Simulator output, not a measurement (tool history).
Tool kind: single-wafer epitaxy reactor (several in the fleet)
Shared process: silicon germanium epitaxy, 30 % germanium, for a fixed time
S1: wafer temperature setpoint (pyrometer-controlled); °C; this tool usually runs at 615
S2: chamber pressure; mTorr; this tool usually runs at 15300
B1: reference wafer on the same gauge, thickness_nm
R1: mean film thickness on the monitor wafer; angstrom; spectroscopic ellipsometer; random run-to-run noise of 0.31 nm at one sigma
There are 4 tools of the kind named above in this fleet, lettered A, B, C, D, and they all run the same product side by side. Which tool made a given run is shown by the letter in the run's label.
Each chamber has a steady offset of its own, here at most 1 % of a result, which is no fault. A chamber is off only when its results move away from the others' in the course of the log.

{"run": "1C", "hour": 8.6, "S1": 615, "S2": 15300, "B1": 74.72, "R1": 691.1}
{"run": "2D", "hour": 16.9, "S1": 615, "S2": 15300, "B1": 74.665, "R1": 700.33}
{"run": "3B", "hour": 21.6, "S1": 615, "S2": 15300, "B1": 74.734, "R1": 689.69}
{"run": "4A", "hour": 30.3, "S1": 615, "S2": 15300, "B1": 74.749, "R1": 701.74}
{"run": "5A", "hour": 37.1, "S1": 615, "S2": 15300, "B1": 74.678, "R1": 701.75}
{"run": "6C", "hour": 46.8, "S1": 615, "S2": 15300, "B1": 74.729, "R1": 695.74}
{"run": "7B", "hour": 55.4, "S1": 624, "S2": 15300, "B1": 74.775, "R1": 810.11}
{"hour": 58.1, "done": "chamber D: pyrometer calibrated"}
{"run": "8D", "hour": 59.6, "S1": 624, "S2": 15300, "B1": 74.749, "R1": 817.83}
{"run": "9C", "hour": 66.3, "S1": 624, "S2": 15300, "B1": 74.709, "R1": 812.92}
{"run": "10B", "hour": 74.2, "S1": 624, "S2": 15300, "B1": 74.718, "R1": 812.23}
{"run": "11A", "hour": 83.7, "S1": 615, "S2": 15300, "B1": 74.645, "R1": 700.45}
{"run": "12D", "hour": 92.6, "S1": 615, "S2": 15300, "B1": 74.699, "R1": 698.43}
{"run": "13D", "hour": 102.2, "S1": 615, "S2": 15300, "B1": 74.673, "R1": 701.61}
{"run": "14B", "hour": 109.9, "S1": 615, "S2": 15300, "B1": 74.721, "R1": 690.21}
{"run": "15C", "hour": 119.5, "S1": 615, "S2": 15300, "B1": 74.726, "R1": 690.38}
{"run": "16A", "hour": 128.7, "S1": 615, "S2": 15300, "B1": 74.743, "R1": 702.38}
{"run": "17D", "hour": 137.5, "S1": 615, "S2": 15300, "B1": 74.675, "R1": 697.85}
{"run": "18B", "hour": 144.0, "S1": 615, "S2": 15300, "B1": 74.685, "R1": 683.64}
{"run": "19C", "hour": 152.9, "S1": 608, "S2": 15300, "B1": 74.679, "R1": 613.47}
{"run": "20A", "hour": 160.6, "S1": 608, "S2": 15300, "B1": 74.722, "R1": 625.66}
{"run": "21C", "hour": 166.2, "S1": 608, "S2": 15300, "B1": 74.701, "R1": 615.69}
{"run": "22D", "hour": 172.3, "S1": 608, "S2": 15300, "B1": 74.828, "R1": 614.96}
{"run": "23B", "hour": 181.8, "S1": 607, "S2": 13600, "B1": 74.662, "R1": 558.82}
{"run": "24A", "hour": 188.7, "S1": 607, "S2": 13600, "B1": 74.715, "R1": 577.45}
{"run": "25D", "hour": 193.2, "S1": 607, "S2": 13600, "B1": 74.607, "R1": 580.41}
{"run": "26C", "hour": 199.4, "S1": 607, "S2": 13600, "B1": 74.748, "R1": 575.55}
{"run": "27B", "hour": 205.8, "S1": 615, "S2": 15300, "B1": 74.73, "R1": 672.44}
{"run": "28A", "hour": 212.5, "S1": 615, "S2": 15300, "B1": 74.688, "R1": 700.5}
{"run": "29D", "hour": 217.4, "S1": 615, "S2": 15300, "B1": 74.637, "R1": 700.13}
{"run": "30A", "hour": 224.6, "S1": 615, "S2": 15300, "B1": 74.721, "R1": 702.16}
{"run": "31B", "hour": 232.9, "S1": 615, "S2": 15300, "B1": 74.72, "R1": 676.11}
{"run": "32C", "hour": 240.7, "S1": 615, "S2": 15300, "B1": 74.741, "R1": 694.03}
{"run": "33D", "hour": 249.3, "S1": 615, "S2": 19000, "B1": 74.667, "R1": 766.04}
{"run": "34B", "hour": 254.6, "S1": 615, "S2": 19000, "B1": 74.691, "R1": 731.19}
{"run": "35C", "hour": 263.5, "S1": 615, "S2": 19000, "B1": 74.679, "R1": 753.89}
{"run": "36A", "hour": 271.4, "S1": 615, "S2": 19000, "B1": 74.724, "R1": 763.2}
{"run": "37C", "hour": 278.6, "S1": 615, "S2": 15300, "B1": 74.676, "R1": 693.39}
{"run": "38A", "hour": 286.3, "S1": 615, "S2": 15300, "B1": 74.687, "R1": 707.37}
{"run": "39D", "hour": 294.2, "S1": 625, "S2": 15300, "B1": 74.726, "R1": 830.3}
{"hour": 296.5, "done": "chamber A: pyrometer calibrated"}
{"run": "40B", "hour": 303.3, "S1": 625, "S2": 15300, "B1": 74.765, "R1": 791.45}
{"run": "41A", "hour": 310.1, "S1": 625, "S2": 15300, "B1": 74.752, "R1": 839.88}
{"run": "42D", "hour": 315.6, "S1": 625, "S2": 15300, "B1": 74.58, "R1": 834.92}

Next, all 4 chambers run the settings below, one line each with question marks for the results. What does each chamber give?
{"run": "43A", "hour": 322.5, "S1": 615, "S2": 13000, "R1": "?"}
{"run": "43B", "hour": 322.5, "S1": 615, "S2": 13000, "R1": "?"}
{"run": "43C", "hour": 322.5, "S1": 615, "S2": 13000, "R1": "?"}
{"run": "43D", "hour": 322.5, "S1": 615, "S2": 13000, "R1": "?"}

run=43A R1=657.00
run=43B R1=625.89
run=43C R1=650.35
run=43D R1=648.84

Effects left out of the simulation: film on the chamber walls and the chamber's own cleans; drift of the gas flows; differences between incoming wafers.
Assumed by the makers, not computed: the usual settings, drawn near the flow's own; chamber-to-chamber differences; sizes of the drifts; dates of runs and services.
